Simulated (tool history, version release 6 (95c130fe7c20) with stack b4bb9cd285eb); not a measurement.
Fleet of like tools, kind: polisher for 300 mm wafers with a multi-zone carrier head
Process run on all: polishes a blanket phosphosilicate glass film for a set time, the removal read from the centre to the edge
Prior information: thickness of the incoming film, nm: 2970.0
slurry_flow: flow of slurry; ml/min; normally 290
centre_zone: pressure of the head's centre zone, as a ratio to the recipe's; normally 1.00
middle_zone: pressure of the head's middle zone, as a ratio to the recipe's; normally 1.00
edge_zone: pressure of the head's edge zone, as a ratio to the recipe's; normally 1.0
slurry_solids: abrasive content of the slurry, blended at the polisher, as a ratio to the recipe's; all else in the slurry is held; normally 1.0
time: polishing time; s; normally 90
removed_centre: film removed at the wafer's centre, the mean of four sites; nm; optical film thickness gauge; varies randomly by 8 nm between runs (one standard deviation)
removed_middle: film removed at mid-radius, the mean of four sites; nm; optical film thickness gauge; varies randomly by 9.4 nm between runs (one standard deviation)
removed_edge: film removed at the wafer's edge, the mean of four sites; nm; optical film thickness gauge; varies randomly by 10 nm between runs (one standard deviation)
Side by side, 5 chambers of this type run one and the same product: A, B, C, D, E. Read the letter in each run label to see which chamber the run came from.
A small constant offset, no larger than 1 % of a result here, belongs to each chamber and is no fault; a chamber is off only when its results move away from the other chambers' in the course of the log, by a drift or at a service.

| run | day | slurry_flow | centre_zone | middle_zone | edge_zone | slurry_solids | time | wafers polished on this pad | hours since the slurry nozzle was cleaned | hours since the centre zone pressure was calibrated | hours since the edge zone pressure was calibrated | removed_centre | removed_middle | removed_edge |
|---|---|---|---|---|---|---|---|---|---|---|---|---|---|---|
|  | 0.233 | chamber D: edge zone pressure recalibrated |
| 1D | 0.379 | 290 | 1.00 | 1.00 | 1.0 | 1.0 | 90 | 564 | 597.0 | 925.5 | 3.5 | 787.60 | 770.94 | 767.69 |
|  | 0.704 | chamber A: slurry nozzle cleaned |
| 2C | 0.883 | 290 | 1.00 | 1.00 | 1.0 | 1.0 | 90 | 303 | 201.1 | 305.9 | 208.2 | 782.26 | 790.35 | 787.81 |
| 3E | 1.571 | 290 | 1.00 | 1.00 | 1.0 | 1.0 | 90 | 947 | 697.4 | 332.2 | 747.5 | 792.91 | 796.98 | 795.98 |
| 4B | 2.212 | 290 | 1.00 | 1.00 | 1.0 | 1.0 | 90 | 1205 | 345.4 | 274.6 | 1304.2 | 788.83 | 775.26 | 785.51 |
|  | 2.258 | chamber B: worn pad replaced by a new one |
|  | 2.446 | chamber E: worn pad replaced by a new one |
| 5A | 2.512 | 290 | 1.00 | 1.00 | 1.0 | 1.0 | 90 | 896 | 43.5 | 445.0 | 716.4 | 785.61 | 800.33 | 790.52 |
|  | 2.929 | chamber A: worn pad replaced by a new one |
| 6E | 3.154 | 290 | 1.00 | 1.00 | 1.0 | 1.0 | 90 | 180 | 735.4 | 370.2 | 785.5 | 802.05 | 792.79 | 789.67 |
|  | 3.221 | chamber C: worn pad replaced by a new one |
|  | 3.329 | chamber D: slurry nozzle cleaned |
| 7B | 3.596 | 290 | 1.00 | 1.00 | 1.0 | 1.0 | 90 | 340 | 378.6 | 307.8 | 1337.4 | 777.58 | 787.96 | 775.76 |
|  | 3.608 | chamber C: slurry nozzle cleaned |
| 8D | 4.062 | 290 | 1.00 | 1.00 | 1.0 | 1.0 | 90 | 1499 | 17.7 | 1013.9 | 91.9 | 783.28 | 753.73 | 768.08 |
| 9A | 4.417 | 290 | 1.00 | 1.00 | 1.0 | 1.0 | 90 | 377 | 89.2 | 490.7 | 762.1 | 783.97 | 781.61 | 780.91 |
|  | 4.496 | chamber B: edge zone pressure recalibrated |
| 10C | 5.012 | 290 | 1.00 | 1.00 | 1.0 | 1.0 | 90 | 455 | 33.8 | 405.0 | 307.3 | 772.29 | 799.11 | 773.47 |
|  | 5.021 | chamber C: centre zone pressure recalibrated |
|  | 5.138 | chamber E: slurry nozzle cleaned |
|  | 5.158 | chamber E: centre zone pressure recalibrated |
| 11C | 5.521 | 290 | 1.00 | 1.00 | 1.0 | 1.0 | 90 | 584 | 46.0 | 12.1 | 319.5 | 783.69 | 778.78 | 783.57 |
| 12E | 5.967 | 290 | 1.00 | 1.00 | 1.0 | 1.0 | 90 | 894 | 19.9 | 19.4 | 853.0 | 780.95 | 778.49 | 785.33 |
|  | 6.496 | chamber A: worn pad replaced by a new one |
| 13A | 6.562 | 290 | 1.00 | 1.00 | 1.0 | 1.0 | 90 | 17 | 140.7 | 542.2 | 813.6 | 782.78 | 790.51 | 780.32 |
|  | 6.833 | chamber C: worn pad replaced by a new one |
|  | 7.150 | chamber E: worn pad replaced by a new one |
| 14B | 7.167 | 290 | 1.00 | 1.00 | 1.0 | 1.0 | 90 | 1247 | 464.3 | 393.5 | 64.1 | 778.95 | 782.87 | 792.21 |
| 15D | 7.500 | 335 | 1.00 | 1.00 | 1.1 | 1.0 | 90 | 2372 | 100.2 | 1096.4 | 174.4 | 746.08 | 756.37 | 773.01 |
|  | 7.688 | chamber B: worn pad replaced by a new one |
| 16A | 7.883 | 335 | 1.00 | 1.00 | 1.1 | 1.0 | 90 | 353 | 172.4 | 573.9 | 845.3 | 803.58 | 799.17 | 831.50 |
| 17B | 8.550 | 335 | 1.00 | 1.00 | 1.1 | 1.0 | 90 | 219 | 497.5 | 426.7 | 97.3 | 797.79 | 815.90 | 832.70 |
| 18C | 8.933 | 335 | 1.00 | 1.00 | 1.1 | 1.0 | 90 | 534 | 127.9 | 94.0 | 401.4 | 787.23 | 812.81 | 826.70 |
|  | 9.167 | chamber C: edge zone pressure recalibrated |
| 19D | 9.312 | 335 | 1.00 | 1.00 | 1.1 | 1.0 | 90 | 2833 | 143.7 | 1139.9 | 217.9 | 741.85 | 740.12 | 784.50 |
|  | 9.800 | chamber A: worn pad replaced by a new one |
|  | 9.858 | chamber C: worn pad replaced by a new one |
| 20E | 9.929 | 290 | 1.00 | 1.05 | 1.0 | 1.0 | 90 | 705 | 115.0 | 114.5 | 948.1 | 777.77 | 810.80 | 777.67 |
| 21B | 10.604 | 290 | 1.00 | 1.05 | 1.0 | 1.0 | 90 | 741 | 546.8 | 476.0 | 146.6 | 779.12 | 832.01 | 783.55 |
|  | 10.775 | chamber B: slurry nozzle cleaned |
| 22E | 11.012 | 290 | 1.00 | 1.05 | 1.0 | 1.0 | 90 | 981 | 141.0 | 140.5 | 974.1 | 785.24 | 798.51 | 765.55 |
| 23D | 11.358 | 290 | 1.00 | 1.05 | 1.0 | 1.0 | 90 | 3352 | 192.8 | 1189.0 | 267.0 | 710.82 | 754.34 | 724.24 |
| 24C | 11.671 | 290 | 1.00 | 1.05 | 1.0 | 1.0 | 90 | 460 | 193.6 | 159.7 | 60.1 | 788.15 | 815.56 | 778.48 |
|  | 11.812 | chamber E: worn pad replaced by a new one |
|  | 11.862 | chamber C: slurry nozzle cleaned |
| 25A | 11.996 | 290 | 1.00 | 1.00 | 1.0 | 1.0 | 90 | 558 | 271.1 | 672.6 | 944.0 | 773.71 | 777.88 | 794.38 |
| 26D | 12.308 | 290 | 1.04 | 1.00 | 1.0 | 1.0 | 90 | 3594 | 215.6 | 1211.8 | 289.8 | 747.21 | 720.67 | 717.65 |
|  | 12.654 | chamber B: worn pad replaced by a new one |
| 27B | 12.742 | 290 | 1.04 | 1.00 | 1.0 | 1.0 | 90 | 23 | 47.3 | 527.3 | 197.9 | 806.48 | 785.83 | 767.38 |
|  | 12.825 | chamber E: edge zone pressure recalibrated |
|  | 13.100 | chamber C: worn pad replaced by a new one |
| 28E | 13.229 | 290 | 1.04 | 1.00 | 1.0 | 1.0 | 90 | 359 | 194.2 | 193.7 | 9.8 | 819.79 | 781.78 | 778.13 |
|  | 13.304 | chamber B: centre zone pressure recalibrated |
|  | 13.446 | chamber A: worn pad replaced by a new one |
| 29A | 13.742 | 290 | 1.04 | 1.00 | 1.0 | 1.0 | 90 | 75 | 313.0 | 714.5 | 985.9 | 820.54 | 771.04 | 792.03 |
| 30C | 14.212 | 290 | 1.04 | 1.00 | 1.0 | 1.0 | 90 | 282 | 56.5 | 220.7 | 121.1 | 819.48 | 786.42 | 771.81 |
| 31D | 14.658 | 290 | 1.00 | 1.00 | 1.0 | 1.0 | 90 | 4190 | 272.0 | 1268.2 | 346.2 | 688.53 | 706.92 | 686.54 |
| 32B | 15.304 | 290 | 1.00 | 1.00 | 1.0 | 1.2 | 90 | 674 | 108.8 | 48.0 | 259.4 | 844.04 | 850.90 | 837.68 |
| 33E | 15.771 | 290 | 1.00 | 1.00 | 1.0 | 1.2 | 90 | 1005 | 255.2 | 254.7 | 70.8 | 841.51 | 857.46 | 830.83 |
| 34A | 16.146 | 290 | 1.00 | 1.00 | 1.0 | 1.2 | 90 | 685 | 370.7 | 772.2 | 1043.6 | 835.13 | 857.45 | 863.80 |
|  | 16.267 | chamber C: worn pad replaced by a new one |
|  | 16.454 | chamber A: worn pad replaced by a new one |
| 35C | 16.500 | 290 | 1.00 | 1.00 | 1.0 | 1.2 | 90 | 60 | 111.4 | 275.6 | 176.0 | 840.79 | 863.70 | 841.57 |
|  | 16.762 | chamber A: edge zone pressure recalibrated |
| 36A | 16.800 | 290 | 1.00 | 1.00 | 1.0 | 1.2 | 90 | 88 | 386.4 | 787.9 | 1.0 | 834.04 | 858.57 | 871.27 |
| 37B | 17.412 | 290 | 1.00 | 1.00 | 1.0 | 1.0 | 90 | 1209 | 159.4 | 98.6 | 310.0 | 786.05 | 790.29 | 799.28 |

The same settings go to every chamber for the next run, one line per chamber below. Forecast the results for each:
| 38A | 17.904 | 290 | 1.00 | 1.00 | 1.0 | 1.0 | 105 |  |  |  |  | ? | ? | ? |
| 38B | 17.904 | 290 | 1.00 | 1.00 | 1.0 | 1.0 | 105 |  |  |  |  | ? | ? | ? |
| 38C | 17.904 | 290 | 1.00 | 1.00 | 1.0 | 1.0 | 105 |  |  |  |  | ? | ? | ? |
| 38D | 17.904 | 290 | 1.00 | 1.00 | 1.0 | 1.0 | 105 |  |  |  |  | ? | ? | ? |
| 38E | 17.904 | 290 | 1.00 | 1.00 | 1.0 | 1.0 | 105 |  |  |  |  | ? | ? | ? |

| run | removed_centre | removed_middle | removed_edge |
|---|---|---|---|
| 38A | 908.58 | 903.57 | 897.04 |
| 38B | 900.35 | 918.65 | 908.57 |
| 38C | 911.43 | 886.85 | 911.61 |
| 38D | 789.65 | 773.96 | 802.97 |
| 38E | 924.34 | 898.24 | 884.38 |
